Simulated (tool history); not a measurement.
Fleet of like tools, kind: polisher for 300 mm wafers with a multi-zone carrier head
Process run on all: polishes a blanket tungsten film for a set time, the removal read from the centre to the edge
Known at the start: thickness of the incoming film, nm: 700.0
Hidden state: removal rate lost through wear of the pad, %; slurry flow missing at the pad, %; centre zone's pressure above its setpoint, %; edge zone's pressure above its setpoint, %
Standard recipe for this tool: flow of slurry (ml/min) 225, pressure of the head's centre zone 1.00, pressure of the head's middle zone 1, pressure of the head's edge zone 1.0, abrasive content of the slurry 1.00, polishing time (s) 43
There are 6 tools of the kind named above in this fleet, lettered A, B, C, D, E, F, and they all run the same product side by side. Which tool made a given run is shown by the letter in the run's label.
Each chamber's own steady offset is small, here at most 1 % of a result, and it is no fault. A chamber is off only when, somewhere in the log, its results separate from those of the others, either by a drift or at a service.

run	hour	flow of slurry (ml/min)	pressure of the head's centre zone	pressure of the head's middle zone	pressure of the head's edge zone	abrasive content of the slurry	polishing time (s)	wafers polished on this pad	hours since the slurry nozzle was cleaned	hours since the centre zone pressure was calibrated	hours since the edge zone pressure was calibrated	film removed at the wafer's centre (angstrom)	film removed at mid-radius (angstrom)	film removed at the wafer's edge (angstrom)
# hour 1.1: chamber D: worn pad replaced by a new one
1E	4.2	225	1.00	1	1.0	1.00	43	504	698.8	883.8	732.7	2095.5	2131.6	2066.8
2C	9.4	225	1.00	1	1.0	1.00	43	732	169.7	263.3	753.9	2127.0	2107.0	2123.5
# hour 11.9: chamber E: worn pad replaced by a new one
3A	13.1	225	1.00	1	1.0	1.00	43	181	428.8	665.8	1165.9	2137.8	2118.4	2157.1
4D	18.4	225	1.00	1	1.0	1.00	43	239	147.0	435.2	330.5	2124.1	2095.0	2125.8
5B	22.9	225	1.00	1	1.0	1.00	43	1011	222.2	1306.6	1003.7	2117.2	2161.2	2148.0
6F	25.8	225	1.00	1	1.0	1.00	43	1131	222.0	1151.6	280.1	2104.2	2137.6	2184.9
# hour 27.3: chamber E: centre zone pressure recalibrated
7B	30.8	225	1.00	1	1.0	1.00	43	1120	230.1	1314.5	1011.6	2133.4	2188.1	2108.4
# hour 36.4: chamber F: worn pad replaced by a new one
8D	36.9	225	1.00	1	1.0	1.00	43	494	165.5	453.7	349.0	2112.6	2115.6	2114.9
# hour 37.9: chamber C: worn pad replaced by a new one
# hour 40.9: chamber B: worn pad replaced by a new one
9E	42.8	225	1.00	1	1.0	1.00	43	426	737.4	15.6	771.3	2132.0	2109.7	2054.2
10F	49.0	225	1.00	1	1.0	0.80	36	174	245.2	1174.8	303.3	1692.8	1689.2	1701.5
11A	52.8	225	1.00	1	1.0	0.80	36	728	468.5	705.5	1205.6	1668.6	1686.6	1715.5
# hour 54.7: chamber E: worn pad replaced by a new one
12C	56.0	225	1.00	1	1.0	0.80	36	249	216.3	309.9	800.5	1677.9	1665.8	1702.4
# hour 56.4: chamber D: worn pad replaced by a new one
# hour 58.2: chamber A: worn pad replaced by a new one
13D	61.6	225	1.00	1	1.0	0.80	36	72	190.2	478.4	373.7	1667.4	1619.2	1683.2
14A	66.4	225	1.00	1	1.0	0.80	36	114	482.1	719.1	1219.2	1688.2	1699.9	1736.3
15C	70.8	225	1.00	1	1.0	0.80	36	453	231.1	324.7	815.3	1692.5	1719.2	1714.6
16F	76.5	225	1.00	1	1.0	1.00	43	553	272.7	1202.3	330.8	2126.5	2147.6	2079.6
# hour 77.4: chamber F: edge zone pressure recalibrated
# hour 77.7: chamber B: centre zone pressure recalibrated
# hour 81.6: chamber E: slurry nozzle cleaned
# hour 81.9: chamber A: slurry nozzle cleaned
17B	82.3	225	1.00	1	1.0	1.00	43	570	281.6	4.7	1063.1	2122.8	2170.3	2084.6
18E	88.7	225	1.00	1	1.0	1.00	43	468	7.1	61.5	817.2	2123.3	2097.2	2179.8
# hour 91.7: chamber E: worn pad replaced by a new one
19F	95.0	225	1.00	1	1.0	1.00	43	808	291.2	1220.8	17.6	2115.4	2133.6	2114.1
20A	98.6	225	0.93	1	1.0	1.00	43	557	16.8	751.3	1251.4	1949.6	2127.0	2084.0
# hour 102.5: chamber D: worn pad replaced by a new one
21D	104.9	225	0.93	1	1.0	1.00	43	34	233.5	521.7	417.0	1910.2	2006.1	2095.3
22E	108.3	225	0.93	1	1.0	1.00	43	229	26.7	81.1	836.8	1942.8	2134.8	2103.8
# hour 111.4: chamber A: edge zone pressure recalibrated
23B	114.8	225	0.93	1	1.0	1.00	43	1018	314.1	37.2	1095.6	1963.8	2132.5	2140.9
# hour 120.0: chamber F: worn pad replaced by a new one
24C	120.4	225	0.93	1	1.0	1.00	43	1137	280.7	374.3	864.9	1957.3	2138.5	2137.4
# hour 123.9: chamber C: worn pad replaced by a new one
25B	126.0	225	0.93	1	1.0	1.00	43	1172	325.3	48.4	1106.8	1930.7	2111.7	2120.2
# hour 126.7: chamber A: worn pad replaced by a new one
26A	131.2	225	1.00	1	1.0	1.00	43	62	49.4	783.9	19.9	2126.6	2124.2	2144.6
27C	136.3	225	1.00	1	1.0	1.00	43	171	296.6	390.2	880.8	2128.4	2164.8	2153.8
# hour 139.8: chamber E: worn pad replaced by a new one
28F	140.2	225	1.00	1	1.0	0.80	43	279	336.4	1266.0	62.8	2022.8	2030.0	1985.9
29D	144.4	225	1.00	1	1.0	0.80	43	578	273.0	561.2	456.5	1891.7	1893.5	1887.3
30E	148.5	225	1.00	1	1.0	0.80	43	121	66.9	121.3	877.0	1978.2	2023.1	2011.5
# hour 149.7: chamber B: worn pad replaced by a new one
# hour 150.0: chamber D: worn pad replaced by a new one
31C	152.4	225	1.00	1	1.0	0.80	43	393	312.7	406.3	896.9	2016.6	2023.3	1991.4
32A	156.6	225	1.00	1	1.0	0.80	43	412	74.8	809.3	45.3	2026.6	2063.5	1974.2
33D	161.3	225	1.00	1	1.0	0.80	43	155	289.9	578.1	473.4	1868.3	1896.6	1907.2
34B	165.2	225	1.00	1	0.9	1.00	43	214	364.5	87.6	1146.0	2119.1	2128.3	1981.1
35E	169.9	225	1.00	1	0.9	1.00	43	415	88.3	142.7	898.4	2123.5	2138.3	2006.6
36F	173.3	225	1.00	1	0.9	1.00	43	735	369.5	1299.1	95.9	2127.0	2084.0	2028.4
37A	180.0	225	1.00	1	0.9	1.00	43	735	98.2	832.7	68.7	2119.3	2109.4	2016.3

Has any chamber moved away from the others, gradually or after a service, or does the common gauge drift, or do the chambers differ only by their own small steady offsets? State the chamber and the most likely cause if one applies.

It is chamber D that slowly wanders off from its peers.
Cause: slurry flow missing at the pad, % = 39.3.

Below are 4 candidate recipes for chamber D's next run, each the usual settings with a change, their results shown as question marks. Which of them brings D's results back in line with what the other chambers give on the usual settings?
Maximum distance from the other chambers' mean on the usual settings for a result to count as in line: film removed at the wafer's centre (angstrom) 57.0; film removed at mid-radius (angstrom) 98.0; film removed at the wafer's edge (angstrom) 110.0
38D-1	184.8	240	1.02	1.04	0.98	1.05	49					?	?	?
38D-2	184.8	215	0.98	0.97	1.02	1.00	37					?	?	?
38D-3	184.8	230	1.01	1.02	0.99	1.00	46					?	?	?
38D-4	184.8	220	0.99	0.98	1.01	1.00	40					?	?	?

What the other chambers average on the usual settings: film removed at the wafer's centre (angstrom) 2115.9; film removed at mid-radius (angstrom) 2125.1; film removed at the wafer's edge (angstrom) 2122.8
run	film removed at the wafer's centre (angstrom)	film removed at mid-radius (angstrom)	film removed at the wafer's edge (angstrom)
38D-1	2322.0	2355.5	2278.5
38D-2	1614.8	1610.2	1709.9
38D-3	2110.2	2127.8	2112.7
38D-4	1775.6	1766.2	1845.2
It is 38D-3 that realigns the chamber with its peers.
